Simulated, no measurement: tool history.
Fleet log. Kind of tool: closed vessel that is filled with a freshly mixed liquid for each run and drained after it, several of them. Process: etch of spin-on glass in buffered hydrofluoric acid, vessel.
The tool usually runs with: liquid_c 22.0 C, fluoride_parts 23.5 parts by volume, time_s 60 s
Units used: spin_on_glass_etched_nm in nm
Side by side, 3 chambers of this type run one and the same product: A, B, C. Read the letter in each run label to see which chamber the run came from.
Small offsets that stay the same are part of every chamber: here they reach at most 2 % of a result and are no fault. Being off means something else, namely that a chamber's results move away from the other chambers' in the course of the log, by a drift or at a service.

| run | day | liquid_c | fluoride_parts | time_s | read-back film thickness of the spin-on glass reference wafer, read on the same gauge (nm) | spin_on_glass_etched_nm |
|---|---|---|---|---|---|---|
| 1B | 0.146 | 22.0 | 23.5 | 60 | 30.017 | 84.091 |
| 2C | 0.350 | 22.0 | 23.5 | 60 | 29.968 | 83.341 |
| 3A | 0.525 | 22.0 | 23.5 | 60 | 30.009 | 82.820 |
| 4B | 0.675 | 22.0 | 23.5 | 60 | 29.958 | 83.725 |
| 5C | 0.900 | 22.0 | 30.0 | 90 | 30.025 | 105.550 |
| 6A | 1.050 | 22.0 | 30.0 | 90 | 30.013 | 104.840 |
| 7B | 1.162 | 22.0 | 30.0 | 90 | 29.965 | 106.690 |
| 8C | 1.300 | 22.0 | 23.5 | 60 | 29.994 | 82.651 |
| 9A | 1.496 | 22.0 | 23.5 | 60 | 29.960 | 82.960 |
| 10A | 1.733 | 22.0 | 23.5 | 60 | 29.999 | 82.526 |
| 11B | 1.850 | 22.0 | 23.5 | 60 | 29.990 | 84.572 |
| 12C | 2.025 | 22.0 | 23.5 | 60 | 30.009 | 82.784 |
| 13B | 2.146 | 22.0 | 23.5 | 60 | 30.004 | 84.527 |
| 14A | 2.392 | 22.0 | 23.5 | 60 | 30.044 | 82.539 |
| 15C | 2.533 | 22.0 | 23.5 | 60 | 30.024 | 83.534 |
| 16B | 2.725 | 22.0 | 23.5 | 60 | 29.972 | 84.399 |
| 17C | 2.883 | 22.0 | 23.5 | 60 | 30.049 | 83.261 |
| 18A | 3.000 | 22.0 | 23.5 | 60 | 30.041 | 83.048 |
| 19C | 3.233 | 22.0 | 23.5 | 60 | 30.039 | 83.746 |
| 20B | 3.450 | 22.0 | 23.5 | 60 | 30.024 | 84.728 |
| 21A | 3.633 | 22.0 | 19.5 | 85 | 29.985 | 135.060 |
| 22A | 3.829 | 22.0 | 19.5 | 85 | 30.001 | 133.740 |
| 23B | 4.054 | 22.0 | 19.5 | 85 | 30.002 | 140.500 |
| 24C | 4.279 | 22.0 | 23.5 | 60 | 29.994 | 83.254 |
| 25B | 4.412 | 22.0 | 23.5 | 60 | 29.962 | 85.820 |
| 26A | 4.583 | 22.0 | 23.5 | 60 | 30.052 | 82.954 |
| 27C | 4.721 | 22.0 | 23.5 | 60 | 29.975 | 82.818 |
| 28C | 4.858 | 18.5 | 23.5 | 40 | 30.059 | 45.952 |
| 29A | 4.967 | 18.5 | 23.5 | 40 | 30.035 | 45.377 |
| 30B | 5.208 | 18.5 | 23.5 | 40 | 30.000 | 47.821 |
| 31C | 5.417 | 22.0 | 23.5 | 60 | 30.003 | 83.016 |
| 32B | 5.612 | 22.0 | 23.5 | 60 | 30.016 | 88.014 |
| 33A | 5.817 | 22.0 | 23.5 | 60 | 30.019 | 82.758 |
| 34A | 6.054 | 22.0 | 23.5 | 60 | 29.999 | 82.625 |
| 35B | 6.192 | 22.0 | 23.5 | 60 | 30.034 | 87.710 |
| 36C | 6.308 | 22.0 | 23.5 | 60 | 30.005 | 83.271 |
| 37A | 6.425 | 22.0 | 23.5 | 60 | 29.990 | 82.555 |

One chamber off, gauge drift, or nothing amiss beyond the chambers' own small offsets? If it is a chamber, which one, and what is the likeliest cause?

Little by little, chamber B moves away from the other chambers.
Likeliest cause: hydrofluoric acid flow above the setpoint (%) = 6.97.
It could be hard to tell apart here from: liquid hotter than its thermometer reads (K).

Below are 4 candidate recipes for chamber B's next run, each the usual settings with a change, their results shown as question marks. Which of them brings B's results back in line with what the other chambers give on the usual settings?
To be in line, a result may differ from the other chambers' mean on the usual settings by at most: spin_on_glass_etched_nm 1.200 nm
| 38B-1 | 6.608 | 21.5 | 24.5 | 60 |  | ? |
| 38B-2 | 6.608 | 22.0 | 24.5 | 60 |  | ? |
| 38B-3 | 6.608 | 22.0 | 21.5 | 60 |  | ? |
| 38B-4 | 6.608 | 22.5 | 23.5 | 60 |  | ? |

What the other chambers average on the usual settings: spin_on_glass_etched_nm 82.989 nm
| run | spin_on_glass_etched_nm |
|---|---|
| 38B-1 | 83.149 |
| 38B-2 | 85.493 |
| 38B-3 | 93.669 |
| 38B-4 | 90.492 |
The right change is 38B-1: it brings the chamber back within the allowed miss of the others.
